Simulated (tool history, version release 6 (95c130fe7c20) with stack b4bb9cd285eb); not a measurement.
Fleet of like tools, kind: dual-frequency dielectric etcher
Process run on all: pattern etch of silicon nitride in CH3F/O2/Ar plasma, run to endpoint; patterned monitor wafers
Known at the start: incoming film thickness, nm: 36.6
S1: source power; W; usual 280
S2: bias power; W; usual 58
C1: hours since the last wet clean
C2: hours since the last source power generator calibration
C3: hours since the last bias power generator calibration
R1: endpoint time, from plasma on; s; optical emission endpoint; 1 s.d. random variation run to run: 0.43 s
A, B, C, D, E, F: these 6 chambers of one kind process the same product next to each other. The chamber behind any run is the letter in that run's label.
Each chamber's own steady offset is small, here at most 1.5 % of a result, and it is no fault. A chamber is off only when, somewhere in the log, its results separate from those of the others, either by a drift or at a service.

run   hour   S1  S2     C1      C2      C3      R1
 1A    6.4  280  58  361.7   639.1  2304.3  65.783
      10.2  -- chamber B: source power generator calibrated
 2C   12.6  280  58  334.1     812  1306.6  64.787
 3B   17.7  280  58     25     7.5    1987  64.716
 4D     22  280  58  273.5   498.2  1833.2  65.927
 5E   28.6  280  58  203.4  1719.2    1257  65.279
 6F   34.1  280  58  420.8  1684.2   975.2   66.26
      36.8  -- chamber A: wet clean of the chamber
 7A   40.3  280  58    3.5     673  2338.2  66.107
 8B     46  280  58   53.3    35.8  2015.3  65.152
 9F   54.2  280  58  440.9  1704.3   995.3  65.331
10C   58.7  280  58  380.2   858.1  1352.7  64.492
11D   62.7  280  58  314.2   538.9  1873.9  65.093
      65.5  -- chamber F: wet clean of the chamber
12E     69  280  58  243.8  1759.6  1297.4  65.228
13C   75.1  280  58  396.6   874.5  1369.1  64.408
14A   79.3  280  58   42.5     712  2377.2  65.755
15D   85.1  330  48  336.6   561.3  1896.3  66.045
16F   88.9  330  48   23.4    1739    1030  65.869
17E   97.1  330  48  271.9  1787.7  1325.5  65.294
       101  -- chamber D: wet clean of the chamber
18B  102.9  330  48  110.2    92.7  2072.2  63.733
19F  109.2  330  48   43.7  1759.3  1050.3  65.289
20A  117.4  330  48   80.6   750.1  2415.3  66.118
21E  123.2  280  58    298  1813.8  1351.6  65.751
22C  127.7  280  58  449.2   927.1  1421.7    65.1
23D  135.4  280  58   34.4   611.6  1946.6  65.712
24B    143  280  58  150.3   132.8  2112.3  64.523
25F  147.1  280  58   81.6  1797.2  1088.2  65.848
26A  154.7  280  58  117.9   787.4  2452.6  66.705
27D    163  280  58     62   639.2  1974.2  65.844
28E    169  300  64  343.8  1859.6  1397.4  61.939
29C  172.9  300  64  494.4   972.3  1466.9   60.62
30B  177.6  300  64  184.9   167.4  2146.9  60.961
31E  186.2  300  64    361  1876.8  1414.6    61.2
32F  191.4  300  64  125.9  1841.5  1132.5  62.388
33D  196.2  300  64   95.2   672.4  2007.4  62.303
34B  203.8  280  58  211.1   193.6  2173.1  64.545
35C  211.1  280  58  532.6  1010.5  1505.1  64.712
36A  215.8  220  58    179   848.5  2513.7   72.22
37C  220.7  220  58  542.2  1020.1  1514.7  70.445
38D  227.5  220  58  126.5   703.7  2038.7  72.042

Is one chamber off against the others, does the gauge drift, or is nothing wrong? If a chamber is off, say which, and what the likeliest cause is.

The fleet is healthy, with each chamber sitting at its usual small offset and no drift in the gauge.

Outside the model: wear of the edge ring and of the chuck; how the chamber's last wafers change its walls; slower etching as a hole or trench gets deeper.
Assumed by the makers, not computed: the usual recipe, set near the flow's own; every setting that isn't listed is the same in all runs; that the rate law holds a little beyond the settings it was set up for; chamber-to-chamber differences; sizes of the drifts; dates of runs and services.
